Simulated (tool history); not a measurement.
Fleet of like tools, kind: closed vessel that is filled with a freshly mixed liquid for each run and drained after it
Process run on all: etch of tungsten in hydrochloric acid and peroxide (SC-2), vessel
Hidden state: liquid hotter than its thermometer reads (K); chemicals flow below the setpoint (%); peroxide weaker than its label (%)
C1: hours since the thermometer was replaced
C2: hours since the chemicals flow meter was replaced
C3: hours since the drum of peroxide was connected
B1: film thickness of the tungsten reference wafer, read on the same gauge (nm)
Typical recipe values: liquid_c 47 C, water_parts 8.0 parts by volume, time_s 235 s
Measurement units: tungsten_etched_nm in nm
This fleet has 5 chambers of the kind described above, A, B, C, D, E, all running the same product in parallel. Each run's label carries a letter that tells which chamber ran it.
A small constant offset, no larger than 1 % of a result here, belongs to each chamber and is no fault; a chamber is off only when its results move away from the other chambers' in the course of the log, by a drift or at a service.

Run 1D, hour 12.4: usual settings; C1 405.9; C2 118.2; C3 718.4; B1 119.97. Result: tungsten_etched_nm 53.146 nm.
Run 2B, hour 20.5: usual settings; C1 1149.1; C2 1026.4; C3 589.1; B1 120.00. Result: tungsten_etched_nm 53.286 nm.
Run 3C, hour 30.1: usual settings; C1 477.0; C2 409.9; C3 740.2; B1 119.99. Result: tungsten_etched_nm 53.364 nm.
Run 4A, hour 37.2: usual settings; C1 433.9; C2 59.4; C3 91.2; B1 119.97. Result: tungsten_etched_nm 53.214 nm.
Run 5E, hour 49.4: usual settings; C1 957.7; C2 1606.5; C3 722.0; B1 120.02. Result: tungsten_etched_nm 53.964 nm.
Run 6B, hour 60.5: usual settings but water_parts 5.0 parts by volume, time_s 370 s; C1 1189.1; C2 1066.4; C3 629.1; B1 120.02. Result: tungsten_etched_nm 118.660 nm.
Run 7D, hour 67.7: usual settings but water_parts 5.0 parts by volume, time_s 370 s; C1 461.2; C2 173.5; C3 773.7; B1 120.01. Result: tungsten_etched_nm 120.080 nm.
Run 8A, hour 80.8: usual settings but water_parts 5.0 parts by volume, time_s 370 s; C1 477.5; C2 103.0; C3 134.8; B1 120.01. Result: tungsten_etched_nm 121.180 nm.
Run 9C, hour 88.6: usual settings but water_parts 5.0 parts by volume, time_s 370 s; C1 535.5; C2 468.4; C3 798.7; B1 120.00. Result: tungsten_etched_nm 120.320 nm.
Run 10E, hour 98.8: usual settings but water_parts 5.0 parts by volume, time_s 370 s; C1 1007.1; C2 1655.9; C3 771.4; B1 119.97. Result: tungsten_etched_nm 119.480 nm.
Run 11A, hour 108.8: usual settings; C1 505.5; C2 131.0; C3 162.8; B1 120.01. Result: tungsten_etched_nm 53.357 nm.
At hour 111.3: chamber D: new drum of peroxide connected.
Run 12E, hour 120.4: usual settings; C1 1028.7; C2 1677.5; C3 793.0; B1 120.04. Result: tungsten_etched_nm 53.798 nm.
Run 13D, hour 132.3: usual settings; C1 525.8; C2 238.1; C3 21.1; B1 120.01. Result: tungsten_etched_nm 53.162 nm.
Run 14B, hour 140.2: usual settings; C1 1268.8; C2 1146.1; C3 708.8; B1 120.01. Result: tungsten_etched_nm 53.478 nm.
Run 15C, hour 146.7: usual settings; C1 593.6; C2 526.5; C3 856.8; B1 119.95. Result: tungsten_etched_nm 53.110 nm.
Run 16C, hour 157.2: usual settings; C1 604.1; C2 537.0; C3 867.3; B1 119.97. Result: tungsten_etched_nm 53.075 nm.
Run 17E, hour 164.3: usual settings; C1 1072.6; C2 1721.4; C3 836.9; B1 120.03. Result: tungsten_etched_nm 53.483 nm.
Run 18A, hour 172.8: usual settings; C1 569.5; C2 195.0; C3 226.8; B1 120.01. Result: tungsten_etched_nm 53.569 nm.
Run 19D, hour 185.3: usual settings; C1 578.8; C2 291.1; C3 74.1; B1 119.98. Result: tungsten_etched_nm 53.405 nm.
Run 20B, hour 195.5: usual settings; C1 1324.1; C2 1201.4; C3 764.1; B1 120.01. Result: tungsten_etched_nm 54.357 nm.
Run 21E, hour 206.5: usual settings; C1 1114.8; C2 1763.6; C3 879.1; B1 119.97. Result: tungsten_etched_nm 53.756 nm.
Run 22B, hour 218.5: usual settings but water_parts 10.5 parts by volume; C1 1347.1; C2 1224.4; C3 787.1; B1 120.01. Result: tungsten_etched_nm 43.959 nm.
At hour 225.4: chamber E: new drum of peroxide connected.
Run 23A, hour 225.8: usual settings but water_parts 10.5 parts by volume; C1 622.5; C2 248.0; C3 279.8; B1 120.00. Result: tungsten_etched_nm 42.951 nm.
At hour 228.1: chamber A: new drum of peroxide connected.
Run 24C, hour 234.5: usual settings but water_parts 10.5 parts by volume; C1 681.4; C2 614.3; C3 944.6; B1 120.00. Result: tungsten_etched_nm 42.494 nm.
Run 25D, hour 244.1: usual settings but water_parts 10.5 parts by volume; C1 637.6; C2 349.9; C3 132.9; B1 119.99. Result: tungsten_etched_nm 42.874 nm.
Run 26A, hour 255.0: usual settings but water_parts 10.5 parts by volume; C1 651.7; C2 277.2; C3 26.9; B1 120.04. Result: tungsten_etched_nm 42.738 nm.
Run 27B, hour 264.4: usual settings but liquid_c 51 C, time_s 170 s; C1 1393.0; C2 1270.3; C3 833.0; B1 120.01. Result: tungsten_etched_nm 51.990 nm.
Run 28E, hour 271.1: usual settings but liquid_c 51 C, time_s 170 s; C1 1179.4; C2 1828.2; C3 45.7; B1 120.01. Result: tungsten_etched_nm 50.936 nm.
Run 29D, hour 277.2: usual settings but liquid_c 51 C, time_s 170 s; C1 670.7; C2 383.0; C3 166.0; B1 120.01. Result: tungsten_etched_nm 49.794 nm.
Run 30C, hour 283.7: usual settings but liquid_c 51 C, time_s 170 s; C1 730.6; C2 663.5; C3 993.8; B1 120.00. Result: tungsten_etched_nm 50.674 nm.
Run 31C, hour 292.4: usual settings but liquid_c 51 C, time_s 170 s; C1 739.3; C2 672.2; C3 1002.5; B1 119.98. Result: tungsten_etched_nm 49.902 nm.
Run 32D, hour 305.6: usual settings; C1 699.1; C2 411.4; C3 194.4; B1 119.98. Result: tungsten_etched_nm 53.659 nm.
Run 33E, hour 312.4: usual settings; C1 1220.7; C2 1869.5; C3 87.0; B1 119.99. Result: tungsten_etched_nm 53.399 nm.
Run 34B, hour 322.7: usual settings; C1 1451.3; C2 1328.6; C3 891.3; B1 120.03. Result: tungsten_etched_nm 55.565 nm.
Run 35A, hour 333.0: usual settings; C1 729.7; C2 355.2; C3 104.9; B1 119.98. Result: tungsten_etched_nm 53.289 nm.
Run 36C, hour 345.5: usual settings; C1 792.4; C2 725.3; C3 1055.6; B1 119.99. Result: tungsten_etched_nm 52.973 nm.
Run 37B, hour 354.0: usual settings; C1 1482.6; C2 1359.9; C3 922.6; B1 120.01. Result: tungsten_etched_nm 56.128 nm.
Run 38D, hour 367.2: usual settings; C1 760.7; C2 473.0; C3 256.0; B1 119.99. Result: tungsten_etched_nm 52.891 nm.
At hour 370.4: chamber C: new drum of peroxide connected.
Run 39E, hour 377.5: usual settings; C1 1285.8; C2 1934.6; C3 152.1; B1 120.02. Result: tungsten_etched_nm 54.114 nm.
Run 40A, hour 383.7: usual settings; C1 780.4; C2 405.9; C3 155.6; B1 119.97. Result: tungsten_etched_nm 53.986 nm.
Run 41C, hour 396.3: usual settings; C1 843.2; C2 776.1; C3 25.9; B1 120.00. Result: tungsten_etched_nm 53.327 nm.

What goes on in this fleet: one chamber off, a drifting gauge, or nothing beyond the chambers' own small offsets? Name the chamber and the cause, if any.

It is chamber B that slowly wanders off from its peers.
Most likely cause: liquid hotter than its thermometer reads (K) = 0.932.
The log may not tell that from: chemicals flow above the setpoint (%).

Chamber B could run next with any of the 4 candidate recipes listed below; each alters the usual settings, and their results appear as question marks. Which one brings its results back in line with what the other chambers deliver on the usual settings?
In line here means within this much of the mean the other chambers give on the usual settings: tungsten_etched_nm 1.200 nm
Run 42B-1, hour 406.0: usual settings but liquid_c 46.5 C, time_s 230 s. Result: tungsten_etched_nm ?.
Run 42B-2, hour 406.0: usual settings but time_s 230 s. Result: tungsten_etched_nm ?.
Run 42B-3, hour 406.0: usual settings but time_s 240 s. Result: tungsten_etched_nm ?.
Run 42B-4, hour 406.0: usual settings but time_s 250 s. Result: tungsten_etched_nm ?.

On the usual settings, the other chambers give on average: tungsten_etched_nm 53.492 nm
  run  tungsten_etched_nm
42B-1              53.744
42B-2              55.592
42B-3              58.009
42B-4              60.427
The answer is 42B-1, which returns the chamber to within the allowed miss of the others.

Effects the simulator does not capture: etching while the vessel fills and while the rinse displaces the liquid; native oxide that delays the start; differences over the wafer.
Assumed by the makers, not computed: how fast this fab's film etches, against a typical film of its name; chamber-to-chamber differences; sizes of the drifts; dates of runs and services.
